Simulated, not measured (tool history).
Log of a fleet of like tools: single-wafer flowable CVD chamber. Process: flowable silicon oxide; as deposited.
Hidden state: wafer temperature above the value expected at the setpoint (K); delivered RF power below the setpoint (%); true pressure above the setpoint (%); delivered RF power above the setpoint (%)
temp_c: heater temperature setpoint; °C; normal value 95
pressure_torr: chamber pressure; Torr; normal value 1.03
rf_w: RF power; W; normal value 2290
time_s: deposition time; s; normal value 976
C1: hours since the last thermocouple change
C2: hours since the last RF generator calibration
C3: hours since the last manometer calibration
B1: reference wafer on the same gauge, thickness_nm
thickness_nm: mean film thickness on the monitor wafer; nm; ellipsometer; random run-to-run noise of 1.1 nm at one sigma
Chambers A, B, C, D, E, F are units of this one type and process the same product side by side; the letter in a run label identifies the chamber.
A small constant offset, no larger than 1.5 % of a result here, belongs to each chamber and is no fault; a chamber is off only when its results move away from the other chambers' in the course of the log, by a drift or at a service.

Run 1C, hour 6.0: usual settings; C1 885.8; C2 195.0; C3 624.1; B1 1125.1. Result: thickness_nm 971.58 nm.
Run 2D, hour 14.3: usual settings; C1 1948.8; C2 680.0; C3 543.3; B1 1124.8. Result: thickness_nm 979.90 nm.
Run 3F, hour 20.6: usual settings; C1 1696.6; C2 2141.3; C3 1055.2; B1 1124.4. Result: thickness_nm 980.77 nm.
Run 4E, hour 26.5: usual settings; C1 1641.8; C2 91.7; C3 991.1; B1 1124.7. Result: thickness_nm 978.41 nm.
Run 5A, hour 32.0: usual settings; C1 76.1; C2 253.9; C3 1106.9; B1 1124.4. Result: thickness_nm 979.67 nm.
Run 6B, hour 41.8: usual settings; C1 523.7; C2 1195.8; C3 51.6; B1 1124.1. Result: thickness_nm 982.21 nm.
Run 7B, hour 48.4: usual settings; C1 530.3; C2 1202.4; C3 58.2; B1 1124.2. Result: thickness_nm 982.31 nm.
Run 8E, hour 59.2: usual settings; C1 1674.5; C2 124.4; C3 1023.8; B1 1124.0. Result: thickness_nm 979.05 nm.
Run 9F, hour 67.8: usual settings; C1 1743.8; C2 2188.5; C3 1102.4; B1 1124.0. Result: thickness_nm 979.84 nm.
Run 10A, hour 72.9: usual settings; C1 117.0; C2 294.8; C3 1147.8; B1 1123.4. Result: thickness_nm 978.45 nm.
Run 11D, hour 81.4: usual settings; C1 2015.9; C2 747.1; C3 610.4; B1 1123.7. Result: thickness_nm 979.78 nm.
Run 12C, hour 87.7: usual settings; C1 967.5; C2 276.7; C3 705.8; B1 1123.8. Result: thickness_nm 969.91 nm.
Run 13F, hour 92.8: usual settings; C1 1768.8; C2 2213.5; C3 1127.4; B1 1123.4. Result: thickness_nm 978.65 nm.
Run 14B, hour 100.1: usual settings; C1 582.0; C2 1254.1; C3 109.9; B1 1123.4. Result: thickness_nm 981.11 nm.
Run 15D, hour 108.9: usual settings but pressure_torr 0.91 Torr, rf_w 2470 W; C1 2043.4; C2 774.6; C3 637.9; B1 1123.2. Result: thickness_nm 852.27 nm.
Run 16C, hour 117.6: usual settings but pressure_torr 0.91 Torr, rf_w 2470 W; C1 997.4; C2 306.6; C3 735.7; B1 1122.8. Result: thickness_nm 844.24 nm.
Run 17A, hour 126.0: usual settings but pressure_torr 0.91 Torr, rf_w 2470 W; C1 170.1; C2 347.9; C3 1200.9; B1 1122.9. Result: thickness_nm 847.24 nm.
At hour 129.2: chamber F: RF generator calibrated.
Run 18E, hour 135.1: usual settings but pressure_torr 0.91 Torr, rf_w 2470 W; C1 1750.4; C2 200.3; C3 1099.7; B1 1122.8. Result: thickness_nm 847.27 nm.
Run 19B, hour 144.5: usual settings but pressure_torr 0.91 Torr, rf_w 2470 W; C1 626.4; C2 1298.5; C3 154.3; B1 1122.8. Result: thickness_nm 849.23 nm.
Run 20C, hour 154.8: usual settings but pressure_torr 0.91 Torr, rf_w 2470 W; C1 1034.6; C2 343.8; C3 772.9; B1 1122.6. Result: thickness_nm 845.60 nm.
Run 21F, hour 160.6: usual settings; C1 1836.6; C2 31.5; C3 1195.2; B1 1122.4. Result: thickness_nm 977.26 nm.
Run 22D, hour 165.9: usual settings; C1 2100.4; C2 831.6; C3 694.9; B1 1122.2. Result: thickness_nm 978.27 nm.
Run 23A, hour 176.7: usual settings; C1 220.8; C2 398.6; C3 1251.6; B1 1122.0. Result: thickness_nm 976.02 nm.
Run 24E, hour 182.7: usual settings; C1 1798.0; C2 247.9; C3 1147.3; B1 1121.7. Result: thickness_nm 976.28 nm.
Run 25F, hour 187.6: usual settings; C1 1863.6; C2 58.5; C3 1222.2; B1 1121.9. Result: thickness_nm 978.86 nm.
At hour 193.2: chamber C: thermocouple changed; heater temperature recalibrated.
Run 26C, hour 199.1: usual settings; C1 6.0; C2 388.1; C3 817.2; B1 1121.8. Result: thickness_nm 968.37 nm.
Run 27E, hour 207.4: usual settings but temp_c 102 °C, pressure_torr 0.88 Torr; C1 1822.7; C2 272.6; C3 1172.0; B1 1121.6. Result: thickness_nm 639.74 nm.
Run 28B, hour 216.5: usual settings but temp_c 102 °C, pressure_torr 0.88 Torr; C1 698.4; C2 1370.5; C3 226.3; B1 1121.3. Result: thickness_nm 637.66 nm.
Run 29A, hour 224.1: usual settings but temp_c 102 °C, pressure_torr 0.88 Torr; C1 268.2; C2 446.0; C3 1299.0; B1 1121.4. Result: thickness_nm 637.79 nm.
Run 30D, hour 235.1: usual settings but temp_c 102 °C, pressure_torr 0.88 Torr; C1 2169.6; C2 900.8; C3 764.1; B1 1121.1. Result: thickness_nm 639.00 nm.
Run 31B, hour 244.8: usual settings but temp_c 102 °C, pressure_torr 0.88 Torr; C1 726.7; C2 1398.8; C3 254.6; B1 1121.2. Result: thickness_nm 635.99 nm.
Run 32F, hour 250.5: usual settings but temp_c 102 °C, pressure_torr 0.88 Torr; C1 1926.5; C2 121.4; C3 1285.1; B1 1121.1. Result: thickness_nm 641.83 nm.
Run 33E, hour 256.4: usual settings; C1 1871.7; C2 321.6; C3 1221.0; B1 1120.8. Result: thickness_nm 976.62 nm.
Run 34C, hour 262.6: usual settings; C1 69.5; C2 451.6; C3 880.7; B1 1120.8. Result: thickness_nm 967.92 nm.
Run 35A, hour 271.1: usual settings; C1 315.2; C2 493.0; C3 1346.0; B1 1120.7. Result: thickness_nm 976.77 nm.
Run 36D, hour 280.5: usual settings; C1 2215.0; C2 946.2; C3 809.5; B1 1120.2. Result: thickness_nm 976.29 nm.
Run 37E, hour 285.5: usual settings; C1 1900.8; C2 350.7; C3 1250.1; B1 1120.5. Result: thickness_nm 974.62 nm.
Run 38B, hour 293.6: usual settings; C1 775.5; C2 1447.6; C3 303.4; B1 1120.1. Result: thickness_nm 976.83 nm.
Run 39F, hour 302.9: usual settings; C1 1978.9; C2 173.8; C3 1337.5; B1 1120.2. Result: thickness_nm 977.79 nm.

Decide between three cases: one chamber stands off from its peers, the gauge reading all wafers drifts, or nothing is wrong past each chamber's small offset. Where a chamber is off, say which and what most likely put it there.

None of the chambers is off. What moves is the gauge, dragging all their readings along together.
Most likely cause: gauge reads low (%) = 0.447.
